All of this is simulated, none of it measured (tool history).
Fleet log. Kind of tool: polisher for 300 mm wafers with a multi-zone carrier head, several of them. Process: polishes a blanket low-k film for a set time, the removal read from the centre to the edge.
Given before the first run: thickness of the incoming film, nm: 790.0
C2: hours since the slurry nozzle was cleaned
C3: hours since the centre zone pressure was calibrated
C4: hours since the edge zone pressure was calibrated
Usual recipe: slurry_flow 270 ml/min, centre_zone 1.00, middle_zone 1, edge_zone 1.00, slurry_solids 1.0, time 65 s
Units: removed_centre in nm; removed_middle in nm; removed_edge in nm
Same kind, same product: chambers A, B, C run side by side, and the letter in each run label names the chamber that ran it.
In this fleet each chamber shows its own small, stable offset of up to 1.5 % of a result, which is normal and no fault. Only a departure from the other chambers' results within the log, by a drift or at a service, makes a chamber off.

At hour 2.9: chamber C: worn pad replaced by a new one.
Run 1A, hour 6.7: usual settings; wafers polished on this pad 281; C2 20.1; C3 1026.5; C4 803.6. Result: removed_centre 17.327 nm, removed_middle 17.377 nm, removed_edge 17.468 nm.
Run 2C, hour 16.6: usual settings; wafers polished on this pad 107; C2 205.2; C3 928.1; C4 782.4. Result: removed_centre 17.285 nm, removed_middle 17.094 nm, removed_edge 17.269 nm.
At hour 22.3: chamber A: centre zone pressure recalibrated.
Run 3B, hour 30.4: usual settings; wafers polished on this pad 850; C2 49.2; C3 983.5; C4 699.3. Result: removed_centre 17.075 nm, removed_middle 16.779 nm, removed_edge 16.830 nm.
Run 4C, hour 38.2: usual settings; wafers polished on this pad 274; C2 226.8; C3 949.7; C4 804.0. Result: removed_centre 17.017 nm, removed_middle 16.934 nm, removed_edge 16.999 nm.
At hour 48.8: chamber B: worn pad replaced by a new one.
Run 5A, hour 52.4: usual settings but centre_zone 0.91, time 84 s; wafers polished on this pad 636; C2 65.8; C3 30.1; C4 849.3. Result: removed_centre 20.118 nm, removed_middle 22.384 nm, removed_edge 22.413 nm.
Run 6B, hour 62.5: usual settings but centre_zone 0.91, time 84 s; wafers polished on this pad 106; C2 81.3; C3 1015.6; C4 731.4. Result: removed_centre 20.408 nm, removed_middle 22.014 nm, removed_edge 22.314 nm.
Run 7C, hour 70.2: usual settings but centre_zone 0.91, time 84 s; wafers polished on this pad 523; C2 258.8; C3 981.7; C4 836.0. Result: removed_centre 19.460 nm, removed_middle 22.044 nm, removed_edge 22.244 nm.
At hour 74.7: chamber C: worn pad replaced by a new one.
Run 8A, hour 83.3: usual settings; wafers polished on this pad 876; C2 96.7; C3 61.0; C4 880.2. Result: removed_centre 17.206 nm, removed_middle 17.638 nm, removed_edge 17.065 nm.
Run 9B, hour 96.4: usual settings; wafers polished on this pad 370; C2 115.2; C3 1049.5; C4 765.3. Result: removed_centre 17.103 nm, removed_middle 17.170 nm, removed_edge 16.997 nm.
Run 10A, hour 109.6: usual settings; wafers polished on this pad 1081; C2 123.0; C3 87.3; C4 906.5. Result: removed_centre 17.213 nm, removed_middle 16.912 nm, removed_edge 17.235 nm.
At hour 110.6: chamber C: slurry nozzle cleaned.
Run 11B, hour 121.6: usual settings; wafers polished on this pad 566; C2 140.4; C3 1074.7; C4 790.5. Result: removed_centre 16.919 nm, removed_middle 16.863 nm, removed_edge 17.063 nm.
Run 12C, hour 130.1: usual settings; wafers polished on this pad 431; C2 19.6; C3 1041.6; C4 895.9. Result: removed_centre 16.611 nm, removed_middle 17.219 nm, removed_edge 17.385 nm.
Run 13B, hour 142.4: usual settings; wafers polished on this pad 727; C2 161.2; C3 1095.5; C4 811.3. Result: removed_centre 16.733 nm, removed_middle 17.208 nm, removed_edge 16.929 nm.
At hour 145.2: chamber A: worn pad replaced by a new one.
Run 14C, hour 153.2: usual settings; wafers polished on this pad 610; C2 42.7; C3 1064.7; C4 919.0. Result: removed_centre 16.631 nm, removed_middle 17.389 nm, removed_edge 16.937 nm.
At hour 158.2: chamber C: worn pad replaced by a new one.
Run 15A, hour 168.1: usual settings; wafers polished on this pad 178; C2 181.5; C3 145.8; C4 965.0. Result: removed_centre 17.205 nm, removed_middle 17.029 nm, removed_edge 17.397 nm.
At hour 171.7: chamber B: worn pad replaced by a new one.
At hour 179.3: chamber B: centre zone pressure recalibrated.
Run 16C, hour 181.8: usual settings but centre_zone 0.95, time 85 s; wafers polished on this pad 183; C2 71.3; C3 1093.3; C4 947.6. Result: removed_centre 20.168 nm, removed_middle 22.860 nm, removed_edge 22.668 nm.
Run 17B, hour 191.0: usual settings but centre_zone 0.95, time 85 s; wafers polished on this pad 150; C2 209.8; C3 11.7; C4 859.9. Result: removed_centre 21.163 nm, removed_middle 23.196 nm, removed_edge 22.183 nm.
Run 18A, hour 200.1: usual settings but centre_zone 0.95, time 85 s; wafers polished on this pad 426; C2 213.5; C3 177.8; C4 997.0. Result: removed_centre 21.335 nm, removed_middle 22.585 nm, removed_edge 22.384 nm.
Run 19C, hour 211.4: usual settings but edge_zone 1.04, slurry_solids 1.2; wafers polished on this pad 414; C2 100.9; C3 1122.9; C4 977.2. Result: removed_centre 17.753 nm, removed_middle 18.618 nm, removed_edge 18.713 nm.
Run 20A, hour 220.8: usual settings but edge_zone 1.04, slurry_solids 1.2; wafers polished on this pad 587; C2 234.2; C3 198.5; C4 1017.7. Result: removed_centre 18.707 nm, removed_middle 18.579 nm, removed_edge 18.907 nm.
Run 21B, hour 228.0: usual settings but edge_zone 1.04, slurry_solids 1.2; wafers polished on this pad 438; C2 246.8; C3 48.7; C4 896.9. Result: removed_centre 18.693 nm, removed_middle 18.522 nm, removed_edge 18.852 nm.
At hour 236.1: chamber C: worn pad replaced by a new one.
Run 22B, hour 241.5: usual settings; wafers polished on this pad 543; C2 260.3; C3 62.2; C4 910.4. Result: removed_centre 17.014 nm, removed_middle 17.257 nm, removed_edge 17.083 nm.
Run 23A, hour 250.9: usual settings; wafers polished on this pad 822; C2 264.3; C3 228.6; C4 1047.8. Result: removed_centre 17.070 nm, removed_middle 17.412 nm, removed_edge 17.417 nm.
Run 24C, hour 265.4: usual settings; wafers polished on this pad 227; C2 154.9; C3 1176.9; C4 1031.2. Result: removed_centre 16.191 nm, removed_middle 17.284 nm, removed_edge 16.989 nm.

Is one chamber off against the others, does the gauge drift, or is nothing wrong? If a chamber is off, say which, and what the likeliest cause is.

One chamber, C, drifts off from the rest bit by bit.
What lies behind it: centre zone's pressure below its setpoint, % = 5.88.

Which of the 4 candidates below, each the usual settings with something changed and its results left as question marks, puts chamber C back in line with what the other chambers give on the usual settings?
In line means no further than this from the other chambers' mean on the usual settings: removed_centre 0.650 nm; removed_middle 0.680 nm; removed_edge 0.490 nm
Run 25C-1, hour 276.1: usual settings but slurry_flow 265 ml/min, centre_zone 0.95, middle_zone 1.01, edge_zone 1.02. Result: removed_centre ?, removed_middle ?, removed_edge ?.
Run 25C-2, hour 276.1: usual settings but slurry_flow 275 ml/min, centre_zone 1.10, middle_zone 0.99, edge_zone 0.96, time 66 s. Result: removed_centre ?, removed_middle ?, removed_edge ?.
Run 25C-3, hour 276.1: usual settings but slurry_flow 275 ml/min, centre_zone 1.05, middle_zone 0.99, edge_zone 0.98. Result: removed_centre ?, removed_middle ?, removed_edge ?.
Run 25C-4, hour 276.1: usual settings but slurry_flow 265 ml/min, centre_zone 0.90, middle_zone 1.01, edge_zone 1.04, time 64 s. Result: removed_centre ?, removed_middle ?, removed_edge ?.

Other chambers, usual settings, mean: removed_centre 17.072 nm; removed_middle 17.209 nm; removed_edge 17.148 nm
  run  removed_centre  removed_middle  removed_edge
25C-1          15.077          17.369        17.405
25C-2          18.083          17.371        17.184
25C-3          16.920          17.112        17.103
25C-4          13.973          17.106        17.314
The answer is 25C-3, which returns the chamber to within the allowed miss of the others.
